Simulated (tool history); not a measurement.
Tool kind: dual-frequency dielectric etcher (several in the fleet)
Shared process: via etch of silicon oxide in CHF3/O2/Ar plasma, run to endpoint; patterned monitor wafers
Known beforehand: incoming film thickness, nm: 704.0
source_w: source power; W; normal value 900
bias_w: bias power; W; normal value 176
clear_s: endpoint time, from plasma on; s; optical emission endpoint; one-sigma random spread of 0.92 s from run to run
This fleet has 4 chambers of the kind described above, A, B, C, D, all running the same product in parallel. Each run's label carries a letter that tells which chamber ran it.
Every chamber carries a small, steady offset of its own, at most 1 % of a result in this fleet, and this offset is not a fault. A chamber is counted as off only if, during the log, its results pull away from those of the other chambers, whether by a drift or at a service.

run   hour  source_w  bias_w  hours since the last wet clean  hours since the last source power generator calibration  hours since the last bias power generator calibration  clear_s
 1C   12.1       900     176                           394.6                                                    762.6                                                 1596.8   307.54
 2B   21.6       900     176                           190.5                                                   1652.9                                                 1123.5   306.56
 3A   29.7       900     176                           126.8                                                   1117.1                                                  814.3   307.53
 4D   43.9       900     176                           124.7                                                   1885.6                                                  219.8   310.37
 5A   56.2       900     176                           153.3                                                   1143.6                                                  840.8      307
 6C   68.5       900     176                             451                                                      819                                                 1653.2    308.2
 7B   81.9       900     176                           250.8                                                   1713.2                                                 1183.8    306.6
 8D   96.1       900     176                           176.9                                                   1937.8                                                    272   307.72
 9A  104.7       900     176                           201.8                                                   1192.1                                                  889.3   306.85
10D  111.3       900     176                           192.1                                                     1953                                                  287.2   308.94
11B  122.7       900     176                           291.6                                                     1754                                                 1224.6    309.2
12C  134.9       900     176                           517.4                                                    885.4                                                 1719.6   307.53
     140.9  -- chamber C: wet clean of the chamber
13C  144.9       900     176                             4.1                                                    895.4                                                 1729.6   306.95
14A  156.3       900     176                           253.4                                                   1243.7                                                  940.9   305.98
15B  162.7       900     176                           331.6                                                     1794                                                 1264.6   310.58
16D  169.1       900     176                           249.9                                                   2010.8                                                    345    306.5
17C    181       900     176                            40.2                                                    931.5                                                 1765.7   307.19
18D  191.9       900     176                           272.7                                                   2033.6                                                  367.8    309.4
19B  205.8       700     219                           374.7                                                   1837.1                                                 1307.7   320.21
20A  212.7       700     219                           309.8                                                   1300.1                                                  997.3   316.87
21C  221.8       700     219                              81                                                    972.3                                                 1806.5   316.03
22A    230       700     219                           327.1                                                   1317.4                                                 1014.6   315.16
23B  239.5       900     176                           408.4                                                   1870.8                                                 1341.4    313.3
24D  250.8       900     176                           331.6                                                   2092.5                                                  426.7   309.64

Next, all 4 chambers run the settings below, one line each with question marks for the results. What does each chamber give?
25A  260.9       900     207                                                                                                                                                        ?
25B  260.9       900     207                                                                                                                                                        ?
25C  260.9       900     207                                                                                                                                                        ?
25D  260.9       900     207                                                                                                                                                        ?

run  clear_s
25A   290.26
25B   298.45
25C    291.7
25D   291.42
